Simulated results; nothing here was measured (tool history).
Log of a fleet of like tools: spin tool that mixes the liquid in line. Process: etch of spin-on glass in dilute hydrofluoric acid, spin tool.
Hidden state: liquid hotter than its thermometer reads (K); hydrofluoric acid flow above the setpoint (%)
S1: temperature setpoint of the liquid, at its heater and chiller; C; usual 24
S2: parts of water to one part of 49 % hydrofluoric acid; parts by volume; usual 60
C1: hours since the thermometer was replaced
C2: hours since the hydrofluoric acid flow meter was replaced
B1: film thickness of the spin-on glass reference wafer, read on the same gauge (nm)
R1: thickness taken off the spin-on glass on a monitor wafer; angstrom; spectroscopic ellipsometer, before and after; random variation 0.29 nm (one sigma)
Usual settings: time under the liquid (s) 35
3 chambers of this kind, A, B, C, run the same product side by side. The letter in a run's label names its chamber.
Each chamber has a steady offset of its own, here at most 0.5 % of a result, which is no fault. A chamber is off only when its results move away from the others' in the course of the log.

Run 1C, hour 5.4: usual settings; C1 1119.1; C2 531.9; B1 49.995. Result: R1 312.27 angstrom.
Run 2B, hour 11.6: usual settings; C1 734.2; C2 390.5; B1 49.985. Result: R1 310.60 angstrom.
Run 3A, hour 22.9: usual settings; C1 1262.9; C2 318.8; B1 50.012. Result: R1 313.59 angstrom.
Run 4B, hour 32.2: usual settings; C1 754.8; C2 411.1; B1 50.002. Result: R1 312.30 angstrom.
Run 5A, hour 42.9: usual settings; C1 1282.9; C2 338.8; B1 49.996. Result: R1 310.08 angstrom.
Run 6C, hour 48.1: usual settings; C1 1161.8; C2 574.6; B1 49.994. Result: R1 309.25 angstrom.
Run 7B, hour 54.5: usual settings; C1 777.1; C2 433.4; B1 49.983. Result: R1 315.26 angstrom.
Run 8C, hour 62.4: usual settings; C1 1176.1; C2 588.9; B1 49.990. Result: R1 311.22 angstrom.
Run 9A, hour 67.5: usual settings; C1 1307.5; C2 363.4; B1 49.979. Result: R1 313.17 angstrom.
Run 10A, hour 73.9: usual settings; C1 1313.9; C2 369.8; B1 50.007. Result: R1 317.80 angstrom.
Run 11B, hour 84.8: usual settings; C1 807.4; C2 463.7; B1 49.996. Result: R1 317.04 angstrom.
Run 12C, hour 91.9: usual settings; C1 1205.6; C2 618.4; B1 49.986. Result: R1 314.27 angstrom.
Run 13B, hour 102.5: usual settings; C1 825.1; C2 481.4; B1 49.989. Result: R1 323.41 angstrom.
Run 14C, hour 114.1: usual settings; C1 1227.8; C2 640.6; B1 49.987. Result: R1 317.73 angstrom.
Run 15A, hour 124.6: usual settings; C1 1364.6; C2 420.5; B1 50.006. Result: R1 313.90 angstrom.
Run 16A, hour 130.2: usual settings; C1 1370.2; C2 426.1; B1 49.992. Result: R1 310.99 angstrom.
Run 17B, hour 135.5: usual settings; C1 858.1; C2 514.4; B1 49.991. Result: R1 329.33 angstrom.
Run 18C, hour 140.8: usual settings; C1 1254.5; C2 667.3; B1 50.008. Result: R1 315.42 angstrom.
Run 19A, hour 150.0: usual settings; C1 1390.0; C2 445.9; B1 50.014. Result: R1 314.19 angstrom.
Run 20B, hour 157.4: usual settings; C1 880.0; C2 536.3; B1 49.983. Result: R1 337.01 angstrom.
Run 21C, hour 168.1: usual settings; C1 1281.8; C2 694.6; B1 50.004. Result: R1 310.97 angstrom.
Run 22C, hour 175.4: usual settings; C1 1289.1; C2 701.9; B1 50.010. Result: R1 312.35 angstrom.

What goes on in this fleet: one chamber off, a drifting gauge, or nothing beyond the chambers' own small offsets? Name the chamber and the cause, if any.

Chamber B drifts away from the others.
Cause: hydrofluoric acid flow above the setpoint (%) = 9.81.
The log may not tell that from: liquid hotter than its thermometer reads (K).

Here are 4 candidates for chamber B's next run, each the usual settings with a change, their results left as question marks. Which one brings its results back in line with what the others give on the usual settings?
In line means no further than this from the other chambers' mean on the usual settings: R1 10.00 angstrom
Run 23B-1, hour 183.7: usual settings but S1 19.0 C. Result: R1 ?.
Run 23B-2, hour 183.7: usual settings but S1 23.5 C, S2 65 parts by volume. Result: R1 ?.
Run 23B-3, hour 183.7: usual settings but S2 55 parts by volume. Result: R1 ?.
Run 23B-4, hour 183.7: usual settings but S1 24.5 C, S2 50 parts by volume. Result: R1 ?.

The other chambers' mean on the usual settings: R1 311.61 angstrom
  run      R1
23B-1  279.02
23B-2  309.77
23B-3  377.30
23B-4  425.56
23B-2 brings the chamber back in line.

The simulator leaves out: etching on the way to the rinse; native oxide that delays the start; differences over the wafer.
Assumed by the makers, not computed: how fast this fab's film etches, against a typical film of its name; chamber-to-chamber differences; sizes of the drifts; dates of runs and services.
